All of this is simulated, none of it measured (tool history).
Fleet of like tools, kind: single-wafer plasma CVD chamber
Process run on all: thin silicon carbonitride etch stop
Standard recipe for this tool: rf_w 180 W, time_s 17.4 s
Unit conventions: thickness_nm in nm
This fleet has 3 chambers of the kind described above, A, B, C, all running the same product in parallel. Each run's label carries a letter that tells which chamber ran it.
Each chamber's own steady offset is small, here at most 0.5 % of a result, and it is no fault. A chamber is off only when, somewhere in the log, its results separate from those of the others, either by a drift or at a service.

run	hour	rf_w	time_s	hours since the last thermocouple change	hours since the last RF generator calibration	read-back reference wafer on the same gauge, thickness_nm	thickness_nm
1A	5.4	180	17.4	231.3	2090.8	8.8997	9.6205
2B	11.1	180	17.4	1539.2	895.4	8.9041	9.5852
3C	15.4	180	17.4	1292.5	1389.3	8.9031	9.6461
4A	20.1	180	17.4	246.0	2105.5	8.9044	9.6456
5C	23.3	180	17.4	1300.4	1397.2	8.9053	9.6478
6B	27.2	195	20.7	1555.3	911.5	8.9069	11.6790
# hour 30.8: chamber B: RF generator calibrated
7C	33.4	195	20.7	1310.5	1407.3	8.9072	11.7100
8A	39.5	195	20.7	265.4	2124.9	8.9074	11.7440
9B	45.0	180	17.4	1573.1	14.3	8.9086	9.5918
10A	49.1	180	17.4	275.0	2134.5	8.9086	9.6381
11C	52.7	145	14.1	1329.8	1426.6	8.9113	7.3242
12B	57.8	145	14.1	1585.9	27.1	8.9118	7.2659
# hour 64.1: chamber B: thermocouple changed; heater temperature recalibrated
13B	64.2	145	14.1	0.2	33.5	8.9159	7.2726
14A	67.2	180	15.9	293.1	2152.6	8.9150	8.7975
15C	70.4	180	15.9	1347.5	1444.3	8.9137	8.8262
16C	75.4	180	15.9	1352.5	1449.3	8.9174	8.8159
17A	81.8	180	17.4	307.7	2167.2	8.9223	9.6421
18B	86.3	180	17.4	22.3	55.6	8.9168	9.5817
19B	91.5	180	17.4	27.5	60.8	8.9180	9.5859
20A	95.2	180	17.4	321.1	2180.6	8.9213	9.6270
21C	98.4	165	18.5	1375.5	1472.3	8.9234	10.0010
22C	103.3	165	18.5	1380.4	1477.2	8.9211	9.9989
23B	109.7	165	18.5	45.7	79.0	8.9230	9.9430
24A	112.6	180	17.4	338.5	2198.0	8.9239	9.6681
25C	116.2	180	17.4	1393.3	1490.1	8.9266	9.6576
26A	121.0	180	17.4	346.9	2206.4	8.9301	9.6638
27B	125.4	195	14.2	61.4	94.7	8.9268	8.0243
28C	128.6	195	14.2	1405.7	1502.5	8.9281	8.0813
29A	133.0	195	14.2	358.9	2218.4	8.9311	8.0641
30B	136.4	155	19.4	72.4	105.7	8.9284	10.2150
31B	141.2	155	19.4	77.2	110.5	8.9307	10.2070
32C	145.4	155	19.4	1422.5	1519.3	8.9301	10.2840
33A	148.3	180	17.4	374.2	2233.7	8.9320	9.6738
34C	153.4	180	17.4	1430.5	1527.3	8.9343	9.6540
35B	156.5	180	17.4	92.5	125.8	8.9321	9.6031
36A	162.1	180	17.4	388.0	2247.5	8.9345	9.6822
37C	167.8	180	17.4	1444.9	1541.7	8.9374	9.6794
38A	172.3	180	17.4	398.2	2257.7	8.9377	9.6690
39B	175.9	150	17.4	111.9	145.2	8.9403	9.0969
40C	181.1	150	17.4	1458.2	1555.0	8.9393	9.1401
41B	186.1	150	17.4	122.1	155.4	8.9426	9.1199
42A	189.0	180	17.4	414.9	2274.4	8.9397	9.6801
43B	192.9	180	17.4	128.9	162.2	8.9418	9.6165
44A	197.5	180	17.4	423.4	2282.9	8.9411	9.6847

Is one chamber off against the others, does the gauge drift, or is nothing wrong? If a chamber is off, say which, and what the likeliest cause is.

The gauge drifts, so all chambers seem to drift together. No chamber is off.
Most likely cause: gauge reads high (%) = 0.492.

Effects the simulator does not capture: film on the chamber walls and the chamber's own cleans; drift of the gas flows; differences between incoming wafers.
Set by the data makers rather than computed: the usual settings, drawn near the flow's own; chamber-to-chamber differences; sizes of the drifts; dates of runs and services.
